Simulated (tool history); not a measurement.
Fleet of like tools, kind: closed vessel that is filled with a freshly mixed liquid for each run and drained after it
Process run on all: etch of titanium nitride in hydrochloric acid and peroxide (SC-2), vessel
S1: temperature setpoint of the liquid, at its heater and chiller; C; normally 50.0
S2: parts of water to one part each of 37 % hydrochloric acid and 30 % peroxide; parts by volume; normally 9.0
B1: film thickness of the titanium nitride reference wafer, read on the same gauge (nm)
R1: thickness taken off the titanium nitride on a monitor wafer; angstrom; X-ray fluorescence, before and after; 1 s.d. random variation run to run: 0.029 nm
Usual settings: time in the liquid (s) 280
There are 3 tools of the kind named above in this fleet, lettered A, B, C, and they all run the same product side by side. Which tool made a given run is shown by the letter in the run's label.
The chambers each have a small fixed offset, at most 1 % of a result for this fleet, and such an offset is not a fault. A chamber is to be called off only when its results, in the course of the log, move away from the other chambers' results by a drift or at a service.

run 1B day=0.179 | S1=50.0 S2=9.0 time_in_the_liquid_(s)=280 | B1=139.98 | R1=43.055
run 2C day=0.296 | S1=50.0 S2=9.0 time_in_the_liquid_(s)=280 | B1=139.99 | R1=43.598
run 3A day=0.417 | S1=50.0 S2=9.0 time_in_the_liquid_(s)=280 | B1=139.99 | R1=43.890
run 4A day=0.542 | S1=50.0 S2=9.0 time_in_the_liquid_(s)=280 | B1=140.00 | R1=43.434
run 5B day=0.700 | S1=50.0 S2=9.0 time_in_the_liquid_(s)=280 | B1=139.98 | R1=43.104
run 6C day=0.871 | S1=50.0 S2=12.5 time_in_the_liquid_(s)=280 | B1=139.97 | R1=33.000
run 7C day=0.962 | S1=50.0 S2=12.5 time_in_the_liquid_(s)=280 | B1=140.00 | R1=32.848
run 8A day=1.088 | S1=50.0 S2=12.5 time_in_the_liquid_(s)=280 | B1=140.00 | R1=32.733
run 9B day=1.175 | S1=50.0 S2=9.0 time_in_the_liquid_(s)=280 | B1=140.04 | R1=43.403
run 10B day=1.317 | S1=50.0 S2=9.0 time_in_the_liquid_(s)=280 | B1=140.01 | R1=43.463
run 11A day=1.475 | S1=50.0 S2=9.0 time_in_the_liquid_(s)=280 | B1=139.99 | R1=43.886
run 12C day=1.617 | S1=50.0 S2=6.0 time_in_the_liquid_(s)=280 | B1=139.98 | R1=59.596
run 13A day=1.717 | S1=50.0 S2=6.0 time_in_the_liquid_(s)=280 | B1=140.00 | R1=60.170
run 14C day=1.892 | S1=50.0 S2=6.0 time_in_the_liquid_(s)=280 | B1=140.02 | R1=58.818
run 15B day=2.062 | S1=50.0 S2=9.0 time_in_the_liquid_(s)=280 | B1=139.98 | R1=42.874
run 16B day=2.233 | S1=50.0 S2=9.0 time_in_the_liquid_(s)=280 | B1=140.00 | R1=43.363
run 17A day=2.388 | S1=50.0 S2=9.0 time_in_the_liquid_(s)=280 | B1=139.99 | R1=42.856
run 18C day=2.554 | S1=50.0 S2=9.0 time_in_the_liquid_(s)=280 | B1=139.99 | R1=43.739
run 19A day=2.742 | S1=50.0 S2=9.0 time_in_the_liquid_(s)=280 | B1=140.03 | R1=43.660
run 20C day=2.842 | S1=53.5 S2=9.0 time_in_the_liquid_(s)=280 | B1=140.01 | R1=55.126
run 21B day=2.996 | S1=53.5 S2=9.0 time_in_the_liquid_(s)=280 | B1=139.99 | R1=54.428
run 22A day=3.121 | S1=53.5 S2=9.0 time_in_the_liquid_(s)=280 | B1=140.01 | R1=55.065
run 23B day=3.275 | S1=50.0 S2=9.0 time_in_the_liquid_(s)=280 | B1=139.99 | R1=43.289
run 24C day=3.404 | S1=50.0 S2=9.0 time_in_the_liquid_(s)=280 | B1=140.02 | R1=43.486
run 25B day=3.571 | S1=50.0 S2=7.5 time_in_the_liquid_(s)=205 | B1=139.96 | R1=36.652
run 26C day=3.671 | S1=50.0 S2=7.5 time_in_the_liquid_(s)=205 | B1=140.01 | R1=36.861
run 27A day=3.808 | S1=50.0 S2=7.5 time_in_the_liquid_(s)=205 | B1=139.98 | R1=37.332
run 28B day=3.908 | S1=41.5 S2=12.5 time_in_the_liquid_(s)=280 | B1=140.01 | R1=18.250

Which is it: a chamber that has drifted or been left off by a service, a gauge drift common to all chambers, or only each chamber's usual small offset? If a chamber is off, name it and its likeliest cause.

Beyond each chamber's small constant offset nothing stands out, and the gauge stays steady.
